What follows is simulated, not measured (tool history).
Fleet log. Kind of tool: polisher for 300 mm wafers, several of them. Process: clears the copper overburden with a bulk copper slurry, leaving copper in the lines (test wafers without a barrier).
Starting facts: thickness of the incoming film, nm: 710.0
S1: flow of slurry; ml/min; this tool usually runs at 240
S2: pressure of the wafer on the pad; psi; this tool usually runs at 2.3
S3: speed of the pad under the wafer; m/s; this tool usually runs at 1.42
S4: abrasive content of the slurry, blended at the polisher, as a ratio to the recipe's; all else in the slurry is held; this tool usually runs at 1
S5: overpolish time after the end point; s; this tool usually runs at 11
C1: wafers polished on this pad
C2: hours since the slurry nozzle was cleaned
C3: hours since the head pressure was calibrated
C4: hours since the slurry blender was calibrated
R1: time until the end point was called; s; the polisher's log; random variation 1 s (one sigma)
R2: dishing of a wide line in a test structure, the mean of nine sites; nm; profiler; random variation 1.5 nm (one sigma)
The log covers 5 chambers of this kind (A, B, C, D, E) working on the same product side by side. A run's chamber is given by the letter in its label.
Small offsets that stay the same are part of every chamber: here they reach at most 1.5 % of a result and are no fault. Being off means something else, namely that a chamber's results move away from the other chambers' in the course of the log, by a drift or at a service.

{"hour": 2.5, "done": "chamber B: head pressure recalibrated"}
{"run": "1D", "hour": 9.1, "S1": 240, "S2": 2.3, "S3": 1.42, "S4": 1, "S5": 11, "C1": 526, "C2": 161.7, "C3": 1117.8, "C4": 68.6, "R1": 65.377, "R2": 69.119}
{"hour": 19.1, "done": "chamber D: worn pad replaced by a new one"}
{"hour": 19.7, "done": "chamber B: slurry blender recalibrated"}
{"run": "2C", "hour": 22.1, "S1": 240, "S2": 2.3, "S3": 1.42, "S4": 1, "S5": 11, "C1": 235, "C2": 642.7, "C3": 202.5, "C4": 23.6, "R1": 65.486, "R2": 71.67}
{"run": "3E", "hour": 34.2, "S1": 240, "S2": 2.3, "S3": 1.42, "S4": 1, "S5": 11, "C1": 368, "C2": 68.0, "C3": 303.0, "C4": 76.5, "R1": 66.291, "R2": 72.801}
{"run": "4B", "hour": 43.3, "S1": 240, "S2": 2.3, "S3": 1.42, "S4": 1, "S5": 11, "C1": 996, "C2": 149.0, "C3": 40.8, "C4": 23.6, "R1": 63.554, "R2": 68.74}
{"run": "5A", "hour": 56.5, "S1": 240, "S2": 2.3, "S3": 1.42, "S4": 1, "S5": 11, "C1": 515, "C2": 592.5, "C3": 412.1, "C4": 172.3, "R1": 64.521, "R2": 70.755}
{"hour": 57.5, "done": "chamber C: worn pad replaced by a new one"}
{"run": "6A", "hour": 64.5, "S1": 240, "S2": 2.3, "S3": 1.42, "S4": 1, "S5": 11, "C1": 570, "C2": 600.5, "C3": 420.1, "C4": 180.3, "R1": 64.154, "R2": 69.06}
{"run": "7B", "hour": 70.7, "S1": 240, "S2": 2.3, "S3": 1.42, "S4": 1, "S5": 11, "C1": 1184, "C2": 176.4, "C3": 68.2, "C4": 51.0, "R1": 66.181, "R2": 70.012}
{"hour": 80.1, "done": "chamber B: worn pad replaced by a new one"}
{"run": "8E", "hour": 83.1, "S1": 240, "S2": 2.3, "S3": 1.42, "S4": 1, "S5": 11, "C1": 703, "C2": 116.9, "C3": 351.9, "C4": 125.4, "R1": 66.379, "R2": 71.43}
{"run": "9D", "hour": 90.3, "S1": 240, "S2": 2.3, "S3": 1.42, "S4": 1, "S5": 11, "C1": 487, "C2": 242.9, "C3": 1199.0, "C4": 149.8, "R1": 63.944, "R2": 70.564}
{"run": "10C", "hour": 96.8, "S1": 240, "S2": 2.3, "S3": 1.42, "S4": 1, "S5": 11, "C1": 269, "C2": 717.4, "C3": 277.2, "C4": 98.3, "R1": 66.84, "R2": 71.38}
{"hour": 106.7, "done": "chamber E: worn pad replaced by a new one"}
{"hour": 107.1, "done": "chamber D: worn pad replaced by a new one"}
{"run": "11D", "hour": 109.7, "S1": 240, "S2": 2.3, "S3": 1.42, "S4": 1, "S5": 11, "C1": 18, "C2": 262.3, "C3": 1218.4, "C4": 169.2, "R1": 65.449, "R2": 68.164}
{"run": "12A", "hour": 116.6, "S1": 240, "S2": 2.3, "S3": 1.42, "S4": 1, "S5": 11, "C1": 927, "C2": 652.6, "C3": 472.2, "C4": 232.4, "R1": 65.524, "R2": 67.464}
{"hour": 118.2, "done": "chamber D: head pressure recalibrated"}
{"hour": 125.0, "done": "chamber B: slurry nozzle cleaned"}
{"run": "13E", "hour": 129.6, "S1": 240, "S2": 2.3, "S3": 1.42, "S4": 1, "S5": 11, "C1": 156, "C2": 163.4, "C3": 398.4, "C4": 171.9, "R1": 66.611, "R2": 70.661}
{"hour": 132.8, "done": "chamber C: worn pad replaced by a new one"}
{"run": "14C", "hour": 135.5, "S1": 240, "S2": 2.3, "S3": 1.42, "S4": 1, "S5": 11, "C1": 18, "C2": 756.1, "C3": 315.9, "C4": 137.0, "R1": 64.862, "R2": 68.704}
{"hour": 143.5, "done": "chamber B: slurry blender recalibrated"}
{"run": "15B", "hour": 145.1, "S1": 240, "S2": 2.3, "S3": 1.42, "S4": 1, "S5": 11, "C1": 445, "C2": 20.1, "C3": 142.6, "C4": 1.6, "R1": 64.725, "R2": 70.739}
{"run": "16E", "hour": 152.3, "S1": 240, "S2": 2.3, "S3": 1.42, "S4": 1, "S5": 11, "C1": 312, "C2": 186.1, "C3": 421.1, "C4": 194.6, "R1": 65.266, "R2": 68.916}
{"hour": 159.0, "done": "chamber C: slurry blender recalibrated"}
{"run": "17C", "hour": 161.9, "S1": 240, "S2": 2.3, "S3": 1.42, "S4": 1, "S5": 11, "C1": 199, "C2": 782.5, "C3": 342.3, "C4": 2.9, "R1": 63.295, "R2": 69.424}
{"run": "18D", "hour": 174.9, "S1": 240, "S2": 2.9, "S3": 1.42, "S4": 1, "S5": 11, "C1": 464, "C2": 327.5, "C3": 56.8, "C4": 234.4, "R1": 50.727, "R2": 83.152}
{"hour": 175.7, "done": "chamber D: slurry nozzle cleaned"}
{"run": "19A", "hour": 181.7, "S1": 240, "S2": 2.9, "S3": 1.42, "S4": 1, "S5": 11, "C1": 1372, "C2": 717.7, "C3": 537.3, "C4": 297.5, "R1": 53.683, "R2": 84.786}
{"hour": 184.0, "done": "chamber A: worn pad replaced by a new one"}
{"run": "20B", "hour": 189.2, "S1": 240, "S2": 2.9, "S3": 1.42, "S4": 1, "S5": 11, "C1": 746, "C2": 64.2, "C3": 186.7, "C4": 45.7, "R1": 53.216, "R2": 80.359}
{"hour": 199.7, "done": "chamber A: head pressure recalibrated"}
{"run": "21C", "hour": 200.3, "S1": 240, "S2": 2.9, "S3": 1.42, "S4": 1, "S5": 11, "C1": 461, "C2": 820.9, "C3": 380.7, "C4": 41.3, "R1": 51.587, "R2": 83.091}
{"hour": 203.9, "done": "chamber C: worn pad replaced by a new one"}
{"hour": 204.8, "done": "chamber D: slurry blender recalibrated"}
{"hour": 209.6, "done": "chamber D: worn pad replaced by a new one"}
{"run": "22E", "hour": 213.9, "S1": 240, "S2": 2.9, "S3": 1.42, "S4": 1, "S5": 11, "C1": 733, "C2": 247.7, "C3": 482.7, "C4": 256.2, "R1": 50.941, "R2": 86.117}
{"run": "23B", "hour": 222.8, "S1": 240, "S2": 2.3, "S3": 1.42, "S4": 1, "S5": 11, "C1": 976, "C2": 97.8, "C3": 220.3, "C4": 79.3, "R1": 64.988, "R2": 69.529}
{"run": "24D", "hour": 232.5, "S1": 240, "S2": 2.3, "S3": 1.42, "S4": 1, "S5": 11, "C1": 156, "C2": 56.8, "C3": 114.4, "C4": 27.8, "R1": 66.576, "R2": 72.367}
{"hour": 242.6, "done": "chamber E: worn pad replaced by a new one"}
{"run": "25A", "hour": 245.4, "S1": 240, "S2": 2.3, "S3": 1.42, "S4": 1, "S5": 11, "C1": 420, "C2": 781.4, "C3": 45.8, "C4": 361.2, "R1": 67.088, "R2": 69.486}
{"hour": 256.5, "done": "chamber A: slurry blender recalibrated"}
{"run": "26D", "hour": 258.9, "S1": 240, "S2": 2.3, "S3": 1.42, "S4": 1, "S5": 11, "C1": 337, "C2": 83.2, "C3": 140.8, "C4": 54.2, "R1": 64.741, "R2": 67.7}
{"hour": 259.0, "done": "chamber A: slurry nozzle cleaned"}
{"hour": 263.3, "done": "chamber B: worn pad replaced by a new one"}
{"run": "27B", "hour": 266.0, "S1": 240, "S2": 2.3, "S3": 1.42, "S4": 1, "S5": 11, "C1": 18, "C2": 141.0, "C3": 263.5, "C4": 122.5, "R1": 65.759, "R2": 68.642}
{"run": "28A", "hour": 274.9, "S1": 240, "S2": 2.3, "S3": 1.42, "S4": 1, "S5": 11, "C1": 622, "C2": 15.9, "C3": 75.3, "C4": 18.4, "R1": 67.055, "R2": 70.089}
{"hour": 282.0, "done": "chamber B: slurry blender recalibrated"}
{"run": "29C", "hour": 284.9, "S1": 240, "S2": 1.6, "S3": 1.42, "S4": 1, "S5": 6, "C1": 554, "C2": 905.5, "C3": 465.3, "C4": 125.9, "R1": 94.9, "R2": 31.251}
{"run": "30E", "hour": 293.1, "S1": 240, "S2": 1.6, "S3": 1.42, "S4": 1, "S5": 6, "C1": 345, "C2": 326.9, "C3": 561.9, "C4": 335.4, "R1": 95.066, "R2": 30.672}
{"hour": 293.4, "done": "chamber C: worn pad replaced by a new one"}
{"run": "31B", "hour": 299.7, "S1": 240, "S2": 1.6, "S3": 1.42, "S4": 1, "S5": 6, "C1": 249, "C2": 174.7, "C3": 297.2, "C4": 17.8, "R1": 93.095, "R2": 31.845}
{"hour": 304.1, "done": "chamber D: worn pad replaced by a new one"}
{"run": "32D", "hour": 311.7, "S1": 240, "S2": 1.6, "S3": 1.42, "S4": 1, "S5": 6, "C1": 52, "C2": 136.0, "C3": 193.6, "C4": 107.0, "R1": 95.359, "R2": 30.475}
{"run": "33E", "hour": 322.2, "S1": 240, "S2": 1.6, "S3": 1.42, "S4": 1, "S5": 6, "C1": 544, "C2": 356.0, "C3": 591.0, "C4": 364.5, "R1": 94.541, "R2": 31.122}
{"hour": 333.9, "done": "chamber C: slurry blender recalibrated"}
{"run": "34A", "hour": 335.1, "S1": 240, "S2": 2.3, "S3": 1.42, "S4": 1, "S5": 11, "C1": 1034, "C2": 76.1, "C3": 135.5, "C4": 78.6, "R1": 64.007, "R2": 68.963}
{"hour": 339.0, "done": "chamber C: slurry nozzle cleaned"}
{"run": "35C", "hour": 348.6, "S1": 240, "S2": 2.3, "S3": 1.42, "S4": 1, "S5": 11, "C1": 378, "C2": 9.6, "C3": 529.0, "C4": 14.8, "R1": 64.308, "R2": 69.725}

Read the log: is a single chamber off, either drifting away or since a service, is the gauge that measures every chamber drifting, or is nothing wrong beyond small per-chamber offsets? Name any odd chamber and what most likely caused it.

All chambers stay in line apart from their small fixed offsets, and the gauge does not drift.
